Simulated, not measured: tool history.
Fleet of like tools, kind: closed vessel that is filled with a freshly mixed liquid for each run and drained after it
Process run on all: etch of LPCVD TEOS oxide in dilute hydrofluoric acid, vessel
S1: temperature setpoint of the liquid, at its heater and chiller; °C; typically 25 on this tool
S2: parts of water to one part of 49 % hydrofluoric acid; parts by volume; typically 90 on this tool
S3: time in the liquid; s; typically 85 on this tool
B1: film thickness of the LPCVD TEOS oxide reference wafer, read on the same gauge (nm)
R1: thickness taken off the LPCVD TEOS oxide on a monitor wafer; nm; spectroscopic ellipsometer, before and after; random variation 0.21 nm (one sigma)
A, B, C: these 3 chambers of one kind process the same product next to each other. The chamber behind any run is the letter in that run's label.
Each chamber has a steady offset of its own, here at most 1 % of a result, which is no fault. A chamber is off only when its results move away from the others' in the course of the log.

run  hour    S1  S2   S3      B1      R1
 1B   5.1    25  90   85  59.952  30.801
 2A   8.1    25  90   85  59.968  31.101
 3C  13.3    25  90   85   60.03  31.717
 4C  16.5    25  90   85  59.976  31.584
 5A  20.1    25  90   85  59.999  31.286
 6B  23.5    25  90   85  59.999  31.274
 7B  26.7    25  90   85  59.994  31.078
 8A  30.6    25  90   85  59.968  31.261
 9C  35.3    25  90   85  59.982  31.299
10C    38    25  90   85      60  31.739
11A    41    25  90   85  60.044  31.281
12B  46.2  27.5  90  105  59.987   42.11
13B  49.9  27.5  90  105   60.02   42.03
14A  53.2  27.5  90  105  59.981  42.889
15C  57.8    25  90   85  59.977  31.122
16C  62.8    25  90   85  60.012   31.19
17B  65.8  26.5  90   40  59.971  15.602
18A  70.7  26.5  90   40  60.006  16.198
19A  73.8  26.5  90   40   59.99  16.177
20B  77.6    25  90   85  59.964  31.308
21C  80.2    27  90   85  60.039  33.793
22A    85    27  90   85   59.99  35.011

Which is it: a chamber that has drifted or been left off by a service, a gauge drift common to all chambers, or only each chamber's usual small offset? If a chamber is off, name it and its likeliest cause.

Chamber A drifts away from the others.
Cause: hydrofluoric acid flow above the setpoint (%) = 4.89.
Not necessarily distinguishable in this log from: liquid hotter than its thermometer reads (K).

Which of the 4 candidates below, each the usual settings with something changed and its results left as question marks, puts chamber A back in line with what the other chambers give on the usual settings?
A result is in line if it is within this distance of the other chambers' mean on the usual settings: R1 0.75 nm
23A-1  89.1  22.5  90  85       ?
23A-2  89.1    25  95  85       ?
23A-3  89.1  27.5  90  85       ?
23A-4  89.1    25  90  90       ?

Other chambers, usual settings, mean: R1 31.198 nm
  run      R1
23A-1  29.749
23A-2  30.948
23A-3  36.221
23A-4  34.794
23A-2 is the one that brings the chamber's results back in line with the other chambers.

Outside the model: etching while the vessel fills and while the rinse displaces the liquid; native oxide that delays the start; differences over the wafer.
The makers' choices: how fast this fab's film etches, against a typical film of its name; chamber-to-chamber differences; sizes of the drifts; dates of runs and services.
